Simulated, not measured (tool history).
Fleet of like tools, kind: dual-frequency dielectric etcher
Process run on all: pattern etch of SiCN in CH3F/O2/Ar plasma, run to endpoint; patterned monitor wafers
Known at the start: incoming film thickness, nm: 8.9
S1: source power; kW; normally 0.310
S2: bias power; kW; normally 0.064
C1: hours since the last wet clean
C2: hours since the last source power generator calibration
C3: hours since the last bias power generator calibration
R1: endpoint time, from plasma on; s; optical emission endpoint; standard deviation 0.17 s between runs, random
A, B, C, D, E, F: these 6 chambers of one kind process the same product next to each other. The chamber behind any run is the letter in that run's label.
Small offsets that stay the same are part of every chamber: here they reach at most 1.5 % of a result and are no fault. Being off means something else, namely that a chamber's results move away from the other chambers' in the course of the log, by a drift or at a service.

Run 1D, hour 6.7: usual settings; C1 222.4; C2 2199.4; C3 2511.7. Result: R1 26.987 s.
Run 2C, hour 13.2: usual settings; C1 424.9; C2 290.9; C3 3670.6. Result: R1 27.478 s.
Run 3A, hour 18.4: usual settings; C1 501.1; C2 1071.4; C3 426.4. Result: R1 26.991 s.
At hour 22.0: chamber A: wet clean of the chamber.
Run 4F, hour 25.3: usual settings; C1 414.4; C2 453.0; C3 3073.2. Result: R1 27.771 s.
Run 5B, hour 31.6: usual settings; C1 444.8; C2 312.3; C3 3741.6. Result: R1 27.289 s.
Run 6E, hour 37.2: usual settings; C1 130.9; C2 1157.1; C3 2941.3. Result: R1 27.024 s.
Run 7B, hour 42.3: usual settings but S1 0.350 kW; C1 455.5; C2 323.0; C3 3752.3. Result: R1 26.179 s.
Run 8C, hour 47.5: usual settings but S1 0.350 kW; C1 459.2; C2 325.2; C3 3704.9. Result: R1 26.151 s.
Run 9A, hour 50.6: usual settings but S1 0.350 kW; C1 28.7; C2 1103.6; C3 458.6. Result: R1 25.614 s.
Run 10E, hour 57.6: usual settings but S1 0.350 kW; C1 151.3; C2 1177.5; C3 2961.7. Result: R1 25.330 s.
Run 11F, hour 64.4: usual settings but S1 0.350 kW; C1 453.5; C2 492.1; C3 3112.3. Result: R1 26.344 s.
Run 12D, hour 68.8: usual settings but S1 0.350 kW; C1 284.5; C2 2261.5; C3 2573.8. Result: R1 25.814 s.
Run 13C, hour 75.1: usual settings but S1 0.250 kW, S2 0.050 kW; C1 486.8; C2 352.8; C3 3732.5. Result: R1 32.230 s.
Run 14D, hour 78.2: usual settings but S1 0.250 kW, S2 0.050 kW; C1 293.9; C2 2270.9; C3 2583.2. Result: R1 31.396 s.
Run 15F, hour 82.9: usual settings but S1 0.250 kW, S2 0.050 kW; C1 472.0; C2 510.6; C3 3130.8. Result: R1 32.740 s.
Run 16E, hour 88.2: usual settings but S1 0.250 kW, S2 0.050 kW; C1 181.9; C2 1208.1; C3 2992.3. Result: R1 32.043 s.
Run 17A, hour 91.6: usual settings but S1 0.250 kW, S2 0.050 kW; C1 69.7; C2 1144.6; C3 499.6. Result: R1 32.117 s.
At hour 93.5: chamber F: wet clean of the chamber.
Run 18B, hour 94.8: usual settings but S1 0.250 kW, S2 0.050 kW; C1 508.0; C2 375.5; C3 3804.8. Result: R1 32.593 s.
Run 19D, hour 100.8: usual settings; C1 316.5; C2 2293.5; C3 2605.8. Result: R1 26.981 s.
Run 20B, hour 106.2: usual settings; C1 519.4; C2 386.9; C3 3816.2. Result: R1 27.399 s.
Run 21E, hour 111.8: usual settings but S1 0.280 kW, S2 0.049 kW; C1 205.5; C2 1231.7; C3 3015.9. Result: R1 30.850 s.
Run 22F, hour 115.9: usual settings but S1 0.280 kW, S2 0.049 kW; C1 22.5; C2 543.6; C3 3163.8. Result: R1 31.823 s.
At hour 116.6: chamber C: wet clean of the chamber.
Run 23A, hour 120.1: usual settings but S1 0.280 kW, S2 0.049 kW; C1 98.2; C2 1173.1; C3 528.1. Result: R1 31.074 s.
Run 24C, hour 124.8: usual settings but S1 0.280 kW, S2 0.049 kW; C1 8.3; C2 402.5; C3 3782.2. Result: R1 31.503 s.
Run 25D, hour 130.0: usual settings but S1 0.280 kW, S2 0.049 kW; C1 345.7; C2 2322.7; C3 2635.0. Result: R1 30.677 s.
Run 26B, hour 134.1: usual settings but S1 0.280 kW, S2 0.049 kW; C1 547.3; C2 414.8; C3 3844.1. Result: R1 31.277 s.
Run 27E, hour 137.6: usual settings but S1 0.270 kW, S2 0.057 kW; C1 231.3; C2 1257.5; C3 3041.7. Result: R1 29.532 s.
Run 28C, hour 141.7: usual settings but S1 0.270 kW, S2 0.057 kW; C1 25.2; C2 419.4; C3 3799.1. Result: R1 29.779 s.
Run 29A, hour 148.7: usual settings but S1 0.270 kW, S2 0.057 kW; C1 126.8; C2 1201.7; C3 556.7. Result: R1 29.511 s.
Run 30F, hour 154.9: usual settings but S1 0.270 kW, S2 0.057 kW; C1 61.5; C2 582.6; C3 3202.8. Result: R1 30.395 s.
Run 31C, hour 160.8: usual settings but S1 0.270 kW, S2 0.057 kW; C1 44.3; C2 438.5; C3 3818.2. Result: R1 29.852 s.
Run 32B, hour 166.8: usual settings but S1 0.270 kW, S2 0.057 kW; C1 580.0; C2 447.5; C3 3876.8. Result: R1 30.064 s.
Run 33D, hour 173.5: usual settings; C1 389.2; C2 2366.2; C3 2678.5. Result: R1 26.847 s.
At hour 174.4: chamber B: wet clean of the chamber.
Run 34F, hour 178.0: usual settings; C1 84.6; C2 605.7; C3 3225.9. Result: R1 27.322 s.
Run 35A, hour 184.6: usual settings but S1 0.250 kW, S2 0.057 kW; C1 162.7; C2 1237.6; C3 592.6. Result: R1 30.517 s.
Run 36E, hour 190.1: usual settings but S1 0.250 kW, S2 0.057 kW; C1 283.8; C2 1310.0; C3 3094.2. Result: R1 30.433 s.
Run 37B, hour 195.7: usual settings but S1 0.250 kW, S2 0.057 kW; C1 21.3; C2 476.4; C3 3905.7. Result: R1 31.016 s.

The same settings go to every chamber for the next run, one line per chamber below. Forecast the results for each:
Run 38A, hour 200.8: usual settings. Result: R1 ?.
Run 38B, hour 200.8: usual settings. Result: R1 ?.
Run 38C, hour 200.8: usual settings. Result: R1 ?.
Run 38D, hour 200.8: usual settings. Result: R1 ?.
Run 38E, hour 200.8: usual settings. Result: R1 ?.
Run 38F, hour 200.8: usual settings. Result: R1 ?.

run      R1
38A  26.902
38B  27.269
38C  27.688
38D  27.187
38E  26.924
38F  27.544
